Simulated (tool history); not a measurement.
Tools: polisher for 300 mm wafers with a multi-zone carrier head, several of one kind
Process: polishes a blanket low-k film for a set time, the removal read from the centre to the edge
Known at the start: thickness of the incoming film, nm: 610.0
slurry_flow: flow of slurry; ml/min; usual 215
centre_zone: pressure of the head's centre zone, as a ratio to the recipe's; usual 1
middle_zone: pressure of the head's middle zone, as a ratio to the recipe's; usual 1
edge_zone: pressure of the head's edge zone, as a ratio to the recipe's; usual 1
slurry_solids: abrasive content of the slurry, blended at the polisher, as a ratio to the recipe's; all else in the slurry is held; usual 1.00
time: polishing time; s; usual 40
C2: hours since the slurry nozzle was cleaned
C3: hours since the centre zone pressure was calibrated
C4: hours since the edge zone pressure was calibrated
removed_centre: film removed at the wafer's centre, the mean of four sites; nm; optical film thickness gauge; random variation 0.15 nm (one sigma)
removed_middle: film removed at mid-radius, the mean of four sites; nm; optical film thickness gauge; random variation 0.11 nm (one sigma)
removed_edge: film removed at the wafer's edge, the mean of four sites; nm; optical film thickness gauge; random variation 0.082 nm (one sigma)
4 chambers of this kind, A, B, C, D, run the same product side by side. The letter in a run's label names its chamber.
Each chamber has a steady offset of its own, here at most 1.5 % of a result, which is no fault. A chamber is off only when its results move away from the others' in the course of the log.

At hour 7.9: chamber C: worn pad replaced by a new one.
Run 1A, hour 9.1: usual settings; wafers polished on this pad 464; C2 322.9; C3 950.5; C4 479.5. Result: removed_centre 11.0280 nm, removed_middle 11.0060 nm, removed_edge 11.0000 nm.
Run 2B, hour 17.5: usual settings; wafers polished on this pad 633; C2 772.1; C3 416.6; C4 739.0. Result: removed_centre 10.9090 nm, removed_middle 11.0860 nm, removed_edge 10.8940 nm.
At hour 17.6: chamber B: slurry nozzle cleaned.
Run 3D, hour 27.0: usual settings; wafers polished on this pad 514; C2 167.1; C3 45.7; C4 253.1. Result: removed_centre 11.2250 nm, removed_middle 11.3040 nm, removed_edge 11.0330 nm.
Run 4C, hour 38.0: usual settings; wafers polished on this pad 275; C2 117.6; C3 225.6; C4 247.3. Result: removed_centre 11.1210 nm, removed_middle 10.9190 nm, removed_edge 10.9760 nm.
Run 5B, hour 50.1: usual settings; wafers polished on this pad 932; C2 32.6; C3 449.2; C4 771.6. Result: removed_centre 10.8950 nm, removed_middle 10.9610 nm, removed_edge 11.0930 nm.
Run 6C, hour 61.2: usual settings; wafers polished on this pad 488; C2 140.8; C3 248.8; C4 270.5. Result: removed_centre 10.9090 nm, removed_middle 11.1700 nm, removed_edge 11.0330 nm.
At hour 68.1: chamber A: centre zone pressure recalibrated.
Run 7D, hour 74.2: usual settings; wafers polished on this pad 946; C2 214.3; C3 92.9; C4 300.3. Result: removed_centre 11.2080 nm, removed_middle 11.1920 nm, removed_edge 11.0660 nm.
Run 8A, hour 80.7: usual settings; wafers polished on this pad 1120; C2 394.5; C3 12.6; C4 551.1. Result: removed_centre 11.1160 nm, removed_middle 10.9410 nm, removed_edge 11.1460 nm.
At hour 88.6: chamber B: worn pad replaced by a new one.
Run 9C, hour 91.6: usual settings; wafers polished on this pad 767; C2 171.2; C3 279.2; C4 300.9. Result: removed_centre 11.0360 nm, removed_middle 10.8920 nm, removed_edge 10.9660 nm.
At hour 96.4: chamber C: worn pad replaced by a new one.
At hour 100.0: chamber D: worn pad replaced by a new one.
Run 10A, hour 105.5: usual settings; wafers polished on this pad 1347; C2 419.3; C3 37.4; C4 575.9. Result: removed_centre 11.0800 nm, removed_middle 10.8330 nm, removed_edge 10.8870 nm.
Run 11B, hour 118.3: usual settings but slurry_solids 1.25; wafers polished on this pad 272; C2 100.8; C3 517.4; C4 839.8. Result: removed_centre 12.3220 nm, removed_middle 12.2400 nm, removed_edge 12.0100 nm.
Run 12D, hour 132.7: usual settings but slurry_solids 1.25; wafers polished on this pad 300; C2 272.8; C3 151.4; C4 358.8. Result: removed_centre 12.3120 nm, removed_middle 12.1870 nm, removed_edge 12.1970 nm.
Run 13A, hour 142.8: usual settings but slurry_solids 1.25; wafers polished on this pad 1689; C2 456.6; C3 74.7; C4 613.2. Result: removed_centre 12.1360 nm, removed_middle 11.6280 nm, removed_edge 11.9530 nm.
At hour 148.0: chamber C: slurry nozzle cleaned.
Run 14D, hour 155.4: usual settings but slurry_solids 1.25; wafers polished on this pad 508; C2 295.5; C3 174.1; C4 381.5. Result: removed_centre 11.9470 nm, removed_middle 12.0790 nm, removed_edge 12.1970 nm.
Run 15B, hour 165.1: usual settings; wafers polished on this pad 701; C2 147.6; C3 564.2; C4 886.6. Result: removed_centre 10.9450 nm, removed_middle 10.9810 nm, removed_edge 11.1490 nm.
At hour 166.6: chamber D: slurry nozzle cleaned.
At hour 174.2: chamber C: worn pad replaced by a new one.
Run 16C, hour 177.4: usual settings; wafers polished on this pad 29; C2 29.5; C3 365.0; C4 386.7. Result: removed_centre 11.0250 nm, removed_middle 11.0270 nm, removed_edge 10.8780 nm.
Run 17C, hour 190.5: usual settings; wafers polished on this pad 149; C2 42.6; C3 378.1; C4 399.8. Result: removed_centre 10.8880 nm, removed_middle 11.2320 nm, removed_edge 11.0330 nm.
At hour 197.3: chamber B: worn pad replaced by a new one.
Run 18B, hour 201.0: usual settings; wafers polished on this pad 34; C2 183.5; C3 600.1; C4 922.5. Result: removed_centre 11.0810 nm, removed_middle 11.1470 nm, removed_edge 11.0970 nm.
Run 19D, hour 209.1: usual settings; wafers polished on this pad 1000; C2 42.5; C3 227.8; C4 435.2. Result: removed_centre 11.0960 nm, removed_middle 11.1810 nm, removed_edge 11.0140 nm.
Run 20A, hour 216.5: usual settings; wafers polished on this pad 2364; C2 530.3; C3 148.4; C4 686.9. Result: removed_centre 10.2240 nm, removed_middle 10.1240 nm, removed_edge 10.1470 nm.
Run 21D, hour 227.3: usual settings; wafers polished on this pad 1166; C2 60.7; C3 246.0; C4 453.4. Result: removed_centre 10.8460 nm, removed_middle 11.0570 nm, removed_edge 11.1120 nm.
Run 22A, hour 241.4: usual settings; wafers polished on this pad 2592; C2 555.2; C3 173.3; C4 711.8. Result: removed_centre 10.0150 nm, removed_middle 9.9627 nm, removed_edge 10.0930 nm.
Run 23C, hour 250.9: usual settings but slurry_solids 1.15; wafers polished on this pad 703; C2 103.0; C3 438.5; C4 460.2. Result: removed_centre 11.7710 nm, removed_middle 11.8520 nm, removed_edge 11.5800 nm.
At hour 261.4: chamber C: worn pad replaced by a new one.
Run 24B, hour 262.2: usual settings but slurry_solids 1.15; wafers polished on this pad 594; C2 244.7; C3 661.3; C4 983.7. Result: removed_centre 11.7300 nm, removed_middle 11.8250 nm, removed_edge 11.7510 nm.
Run 25C, hour 274.2: usual settings but slurry_solids 1.15; wafers polished on this pad 117; C2 126.3; C3 461.8; C4 483.5. Result: removed_centre 11.7550 nm, removed_middle 11.6170 nm, removed_edge 11.6700 nm.

Is one chamber off against the others, does the gauge drift, or is nothing wrong? If a chamber is off, say which, and what the likeliest cause is.

Chamber A drifts away from the others.
Cause: removal rate lost through wear of the pad, % = 12.3.

Here are 4 candidates for chamber A's next run, each the usual settings with a change, their results left as question marks. Which one brings its results back in line with what the others give on the usual settings?
In line means no further than this from the other chambers' mean on the usual settings: removed_centre 0.5100 nm; removed_middle 0.3800 nm; removed_edge 0.2900 nm
Run 26A-1, hour 285.0: usual settings but slurry_flow 220 ml/min, centre_zone 0.99, middle_zone 1.03, edge_zone 1.01, slurry_solids 1.10, time 49 s. Result: removed_centre ?, removed_middle ?, removed_edge ?.
Run 26A-2, hour 285.0: usual settings but slurry_flow 210 ml/min, centre_zone 1.02, middle_zone 0.97, slurry_solids 0.95, time 32 s. Result: removed_centre ?, removed_middle ?, removed_edge ?.
Run 26A-3, hour 285.0: usual settings but slurry_flow 220 ml/min, centre_zone 0.99, middle_zone 1.01, slurry_solids 1.05, time 44 s. Result: removed_centre ?, removed_middle ?, removed_edge ?.
Run 26A-4, hour 285.0: usual settings but centre_zone 1.01, middle_zone 0.99, slurry_solids 0.95, time 36 s. Result: removed_centre ?, removed_middle ?, removed_edge ?.

The other chambers' mean on the usual settings: removed_centre 11.0390 nm; removed_middle 11.0790 nm; removed_edge 11.0300 nm
  run  removed_centre  removed_middle  removed_edge
26A-1         12.4160         12.6290       12.4910
26A-2          7.7687          7.2401        7.5526
26A-3         10.9170         10.9040       10.9300
26A-4          8.6782          8.3279        8.5141
26A-3 brings the chamber back in line.

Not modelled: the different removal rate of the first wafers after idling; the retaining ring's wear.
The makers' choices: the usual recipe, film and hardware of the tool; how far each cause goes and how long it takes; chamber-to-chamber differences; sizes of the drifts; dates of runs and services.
